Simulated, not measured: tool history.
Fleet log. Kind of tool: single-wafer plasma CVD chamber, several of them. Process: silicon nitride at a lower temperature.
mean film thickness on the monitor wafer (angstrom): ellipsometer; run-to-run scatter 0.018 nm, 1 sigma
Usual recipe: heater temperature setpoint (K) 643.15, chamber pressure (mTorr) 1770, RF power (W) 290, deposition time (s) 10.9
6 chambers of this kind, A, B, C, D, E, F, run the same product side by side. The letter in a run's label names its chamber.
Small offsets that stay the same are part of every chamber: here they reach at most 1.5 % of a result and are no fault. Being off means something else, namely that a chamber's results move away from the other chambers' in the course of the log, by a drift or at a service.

run	day	heater temperature setpoint (K)	chamber pressure (mTorr)	RF power (W)	deposition time (s)	read-back reference wafer on the same gauge, thickness_nm	mean film thickness on the monitor wafer (angstrom)
1B	0.404	643.15	1770	290	10.9	13.404	127.85
2E	0.879	643.15	1770	290	10.9	13.409	128.88
3D	1.321	643.15	1770	290	10.9	13.403	127.93
# day 1.45: chamber E: capacitance manometer re-zeroed and calibrated
4A	1.608	643.15	1770	290	10.9	13.41	126.63
5C	1.967	643.15	1770	340	10.9	13.41	142.45
6F	2.496	643.15	1770	340	10.9	13.417	141.39
7B	2.754	643.15	1770	340	10.9	13.414	142.19
8C	3.125	643.15	1770	340	10.9	13.418	142.28
9D	3.421	643.15	1770	340	10.9	13.415	142.11
10E	3.938	643.15	1770	340	10.9	13.416	143.47
11A	4.417	643.15	1770	290	10.9	13.426	126.25
12F	4.767	643.15	1770	290	10.9	13.422	127.69
13B	5.154	643.15	1770	290	10.9	13.43	127.66
# day 5.454: chamber D: RF generator calibrated
14C	5.629	643.15	1770	290	10.9	13.426	128.89
15F	6.188	643.15	1580	290	10.9	13.432	123.72
16A	6.462	643.15	1580	290	10.9	13.432	122.69
17D	6.738	643.15	1580	290	10.9	13.436	124.41
18E	7.05	643.15	1580	290	10.9	13.431	125.19
19D	7.554	643.15	1580	290	10.9	13.438	124.71
20B	7.812	643.15	1580	290	10.9	13.442	124.1
# day 8.004: chamber C: thermocouple changed; heater temperature recalibrated
21C	8.088	643.15	1770	290	10.9	13.444	128.75
22F	8.554	643.15	1770	290	10.9	13.443	127.66
23E	8.925	643.15	1770	290	10.9	13.445	129.58
# day 9.183: chamber A: RF generator calibrated
24A	9.246	643.15	1770	290	10.9	13.449	126.68
25C	9.642	643.15	1770	290	10.9	13.443	128.9
26F	10.042	643.15	1770	290	10.9	13.449	127.56
27A	10.467	643.15	1770	290	10.9	13.45	126.6
# day 10.704: chamber C: RF generator calibrated
28D	10.788	643.15	1770	290	11.6	13.457	136.63
29B	11.15	643.15	1770	290	11.6	13.463	136.82
30E	11.417	643.15	1770	290	11.6	13.458	137.84
# day 11.758: chamber E: RF generator calibrated
31F	11.821	643.15	1770	290	11.6	13.458	135.63
32A	12.308	643.15	1770	290	11.6	13.466	134.93
33B	12.575	643.15	1770	290	11.6	13.464	136.77
34D	13.033	643.15	1770	290	10.9	13.467	128.72
35C	13.412	643.15	1770	290	10.9	13.472	128.92
36E	13.833	643.15	1770	290	10.9	13.473	129.52
37E	14.233	643.15	1770	290	10.9	13.478	129.7

Does one chamber stand apart from the rest, does the shared gauge drift, or is all well apart from small per-chamber offsets? Give the chamber and the most likely cause, where there is one.

It is the gauge, not a chamber: its drift shows up in every chamber's results at once, and no chamber is off.
Most likely cause: gauge reads high (%) = 0.562.
